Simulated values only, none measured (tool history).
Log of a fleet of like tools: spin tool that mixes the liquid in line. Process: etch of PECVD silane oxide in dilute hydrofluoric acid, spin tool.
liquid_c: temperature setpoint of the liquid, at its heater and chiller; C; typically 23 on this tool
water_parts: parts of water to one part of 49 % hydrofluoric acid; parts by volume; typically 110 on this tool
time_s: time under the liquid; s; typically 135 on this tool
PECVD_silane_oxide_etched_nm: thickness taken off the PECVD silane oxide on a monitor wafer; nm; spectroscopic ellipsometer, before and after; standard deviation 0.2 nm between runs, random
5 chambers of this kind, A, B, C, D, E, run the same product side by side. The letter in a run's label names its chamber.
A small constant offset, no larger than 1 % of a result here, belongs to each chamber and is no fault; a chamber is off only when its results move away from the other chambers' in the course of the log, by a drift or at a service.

run   hour  liquid_c  water_parts  time_s  hours since the thermometer was replaced  hours since the hydrofluoric acid flow meter was replaced  read-back film thickness of the PECVD silane oxide reference wafer, read on the same gauge (nm)  PECVD_silane_oxide_etched_nm
 1A    3.2        23          110     135                                     589.7                                                      505.8                                                                                            80.01                         20.12
 2C   10.2        23          110     135                                     464.7                                                      434.1                                                                                           79.964                        19.835
 3D   16.8        23          110     135                                    1135.5                                                      766.6                                                                                           79.963                        19.395
 4E   20.2        23          110     135                                     868.3                                                     1185.5                                                                                           79.998                        19.569
 5B   25.8        23          110     135                                     373.7                                                       1356                                                                                           79.976                        19.724
 6B     32        23          110     135                                     379.9                                                     1362.2                                                                                            79.97                        19.473
      36.3  -- chamber C: hydrofluoric acid flow meter replaced
 7D   36.7        23          110     135                                    1155.4                                                      786.5                                                                                           79.989                        19.575
 8E   39.8        23          110     135                                     887.9                                                     1205.1                                                                                           79.978                        19.888
 9A   43.3        28          155     135                                     629.8                                                      545.9                                                                                           80.004                        16.009
10C   47.5        28          155     135                                       502                                                       11.2                                                                                           80.011                         16.42
11D   54.3        28          155     135                                      1173                                                      804.1                                                                                           79.963                        15.771
      55.8  -- chamber E: thermometer replaced
12B   58.5        28          155     135                                     406.4                                                     1388.7                                                                                           80.007                        15.948
13C   62.9        28          155     135                                     517.4                                                       26.6                                                                                           80.004                        16.425
14A   68.6      19.5          110     200                                     655.1                                                      571.2                                                                                            79.99                        25.969
15E   73.8      19.5          110     200                                        18                                                     1239.1                                                                                           79.996                        24.981
16A     80      19.5          110     200                                     666.5                                                      582.6                                                                                           79.996                        26.312
17E   85.5      19.5          110     200                                      29.7                                                     1250.8                                                                                           79.996                        25.291
18B   91.8      19.5          110     200                                     439.7                                                       1422                                                                                           80.031                        25.156
19D   95.3        23           90      85                                      1214                                                      845.1                                                                                           80.005                        15.377
20C  101.5        23           90      85                                       556                                                       65.2                                                                                            80.01                        15.561
     107.8  -- chamber D: hydrofluoric acid flow meter replaced
21E  108.1        23           90      85                                      52.3                                                     1273.4                                                                                           79.985                        15.448
22D    114        23           90      85                                    1232.7                                                        6.3                                                                                            80.01                        15.456
23A  119.4        23           90      85                                     705.9                                                        622                                                                                           79.999                        16.601
24B  126.2        23          110     135                                     474.1                                                     1456.4                                                                                           79.998                        19.625
25C    133        23          110     135                                     587.5                                                       96.7                                                                                           79.988                        19.739
26A  139.4        23          110     135                                     725.9                                                        642                                                                                           80.006                        21.373
27C  144.6        23          110     135                                     599.1                                                      108.3                                                                                            80.01                        19.545
28D    150        19           90     135                                    1268.7                                                       42.3                                                                                           79.996                        20.495
29E  154.7        19           90     135                                      98.9                                                       1320                                                                                           79.966                        21.252
30B  158.3        19           90     135                                     506.2                                                     1488.5                                                                                           79.989                        20.864
31A  164.1        19           90     135                                     750.6                                                      666.7                                                                                           80.038                        24.064

Does one chamber stand apart from the rest, does the shared gauge drift, or is all well apart from small per-chamber offsets? Give the chamber and the most likely cause, where there is one.

It is chamber A that slowly wanders off from its peers.
What lies behind it: hydrofluoric acid flow above the setpoint (%) = 11.2.
The log might look much the same if the cause were instead: liquid hotter than its thermometer reads (K).

Here are 4 candidates for chamber A's next run, each the usual settings with a change, their results left as question marks. Which one brings its results back in line with what the others give on the usual settings?
To be in line, a result may differ from the other chambers' mean on the usual settings by at most: PECVD_silane_oxide_etched_nm 0.68 nm
32A-1  169.3        23          110     165                                                                                                                                                                                                                                   ?
32A-2  169.3      23.5          110     150                                                                                                                                                                                                                                   ?
32A-3  169.3      22.5          130     135                                                                                                                                                                                                                                   ?
32A-4  169.3        23          115     125                                                                                                                                                                                                                                   ?

Mean of the other chambers on the usual settings: PECVD_silane_oxide_etched_nm 19.688 nm
  run  PECVD_silane_oxide_etched_nm
32A-1                        27.451
32A-2                        25.449
32A-3                        18.247
32A-4                        19.787
It is 32A-4 that realigns the chamber with its peers.
